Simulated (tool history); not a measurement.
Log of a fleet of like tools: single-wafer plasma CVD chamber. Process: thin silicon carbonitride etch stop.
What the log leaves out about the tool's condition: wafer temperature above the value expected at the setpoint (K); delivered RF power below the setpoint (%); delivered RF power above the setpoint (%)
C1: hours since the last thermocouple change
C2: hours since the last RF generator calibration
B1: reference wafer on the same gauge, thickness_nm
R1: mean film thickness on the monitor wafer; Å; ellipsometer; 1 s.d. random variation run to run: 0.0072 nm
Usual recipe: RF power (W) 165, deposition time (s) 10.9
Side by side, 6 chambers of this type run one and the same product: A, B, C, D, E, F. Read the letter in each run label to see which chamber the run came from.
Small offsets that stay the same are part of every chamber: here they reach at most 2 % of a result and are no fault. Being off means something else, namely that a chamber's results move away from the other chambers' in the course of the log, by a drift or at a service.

Run 1E, hour 10.1: usual settings; C1 32.9; C2 1591.6; B1 5.3003. Result: R1 58.772 Å.
Run 2A, hour 20.2: usual settings; C1 1141.6; C2 647.8; B1 5.3023. Result: R1 58.647 Å.
Run 3B, hour 28: usual settings; C1 1110.4; C2 424.9; B1 5.3006. Result: R1 58.543 Å.
Run 4D, hour 38.7: usual settings; C1 1504.9; C2 1099.3; B1 5.3029. Result: R1 59.583 Å.
Run 5C, hour 48.9: usual settings; C1 730.6; C2 1858.1; B1 5.3032. Result: R1 58.739 Å.
Run 6F, hour 60: usual settings; C1 885.5; C2 445.1; B1 5.3052. Result: R1 58.498 Å.
Run 7D, hour 65.2: usual settings; C1 1531.4; C2 1125.8; B1 5.3045. Result: R1 59.638 Å.
Run 8B, hour 74.2: usual settings; C1 1156.6; C2 471.1; B1 5.3056. Result: R1 58.741 Å.
Run 9A, hour 85.2: usual settings; C1 1206.6; C2 712.8; B1 5.3065. Result: R1 58.719 Å.
Run 10C, hour 92.8: usual settings; C1 774.5; C2 1902; B1 5.308. Result: R1 58.88 Å.
Run 11E, hour 100.7: usual settings; C1 123.5; C2 1682.2; B1 5.3081. Result: R1 59.135 Å.
Run 12F, hour 107.3: usual settings; C1 932.8; C2 492.4; B1 5.3079. Result: R1 58.629 Å.
Run 13F, hour 114.8: usual settings; C1 940.3; C2 499.9; B1 5.3096. Result: R1 58.691 Å.
At hour 122.7: chamber D: RF generator calibrated.
Run 14B, hour 125.7: usual settings; C1 1208.1; C2 522.6; B1 5.3108. Result: R1 58.694 Å.
Run 15E, hour 131.3: usual settings but RF power (W) 180, deposition time (s) 9.7; C1 154.1; C2 1712.8; B1 5.3118. Result: R1 54.006 Å.
Run 16A, hour 140.3: usual settings but RF power (W) 180, deposition time (s) 9.7; C1 1261.7; C2 767.9; B1 5.3108. Result: R1 53.441 Å.
Run 17D, hour 148.2: usual settings but RF power (W) 180, deposition time (s) 9.7; C1 1614.4; C2 25.5; B1 5.3141. Result: R1 54.665 Å.
Run 18C, hour 155.5: usual settings but RF power (W) 180, deposition time (s) 9.7; C1 837.2; C2 1964.7; B1 5.3133. Result: R1 53.737 Å.
Run 19F, hour 165.2: usual settings but RF power (W) 180, deposition time (s) 9.7; C1 990.7; C2 550.3; B1 5.3132. Result: R1 53.621 Å.
Run 20E, hour 174.6: usual settings but RF power (W) 180, deposition time (s) 9.7; C1 197.4; C2 1756.1; B1 5.3147. Result: R1 54.027 Å.
Run 21D, hour 182.2: usual settings; C1 1648.4; C2 59.5; B1 5.3148. Result: R1 59.81 Å.
Run 22A, hour 188.1: usual settings; C1 1309.5; C2 815.7; B1 5.3148. Result: R1 58.701 Å.
Run 23B, hour 197.7: usual settings; C1 1280.1; C2 594.6; B1 5.3155. Result: R1 58.708 Å.
Run 24C, hour 203: usual settings but RF power (W) 180; C1 884.7; C2 2012.2; B1 5.3157. Result: R1 60.722 Å.
Run 25B, hour 212.8: usual settings but RF power (W) 180; C1 1295.2; C2 609.7; B1 5.319. Result: R1 60.234 Å.
Run 26C, hour 223.3: usual settings but RF power (W) 180; C1 905; C2 2032.5; B1 5.3186. Result: R1 60.564 Å.
Run 27E, hour 233.5: usual settings but RF power (W) 180; C1 256.3; C2 1815; B1 5.3193. Result: R1 60.491 Å.
Run 28D, hour 242.7: usual settings but RF power (W) 180; C1 1708.9; C2 120; B1 5.319. Result: R1 61.558 Å.
Run 29A, hour 251.5: usual settings but RF power (W) 180; C1 1372.9; C2 879.1; B1 5.3192. Result: R1 60.127 Å.
Run 30F, hour 259.2: usual settings; C1 1084.7; C2 644.3; B1 5.3204. Result: R1 58.792 Å.
Run 31E, hour 265.1: usual settings; C1 287.9; C2 1846.6; B1 5.3211. Result: R1 59.113 Å.
Run 32A, hour 274.9: usual settings; C1 1396.3; C2 902.5; B1 5.3228. Result: R1 58.675 Å.
Run 33F, hour 286.1: usual settings; C1 1111.6; C2 671.2; B1 5.3248. Result: R1 58.775 Å.
Run 34D, hour 294.8: usual settings; C1 1761; C2 172.1; B1 5.3234. Result: R1 59.928 Å.
Run 35C, hour 302.8: usual settings; C1 984.5; C2 2112; B1 5.3262. Result: R1 59.171 Å.
Run 36B, hour 309.8: usual settings; C1 1392.2; C2 706.7; B1 5.3255. Result: R1 58.935 Å.
Run 37E, hour 318.9: usual settings; C1 341.7; C2 1900.4; B1 5.325. Result: R1 59.239 Å.

What goes on in this fleet: one chamber off, a drifting gauge, or nothing beyond the chambers' own small offsets? Name the chamber and the cause, if any.

The shared gauge is drifting. All chambers look as if they move in step, but none is off.
Likeliest cause: gauge reads high (%) = 0.504.

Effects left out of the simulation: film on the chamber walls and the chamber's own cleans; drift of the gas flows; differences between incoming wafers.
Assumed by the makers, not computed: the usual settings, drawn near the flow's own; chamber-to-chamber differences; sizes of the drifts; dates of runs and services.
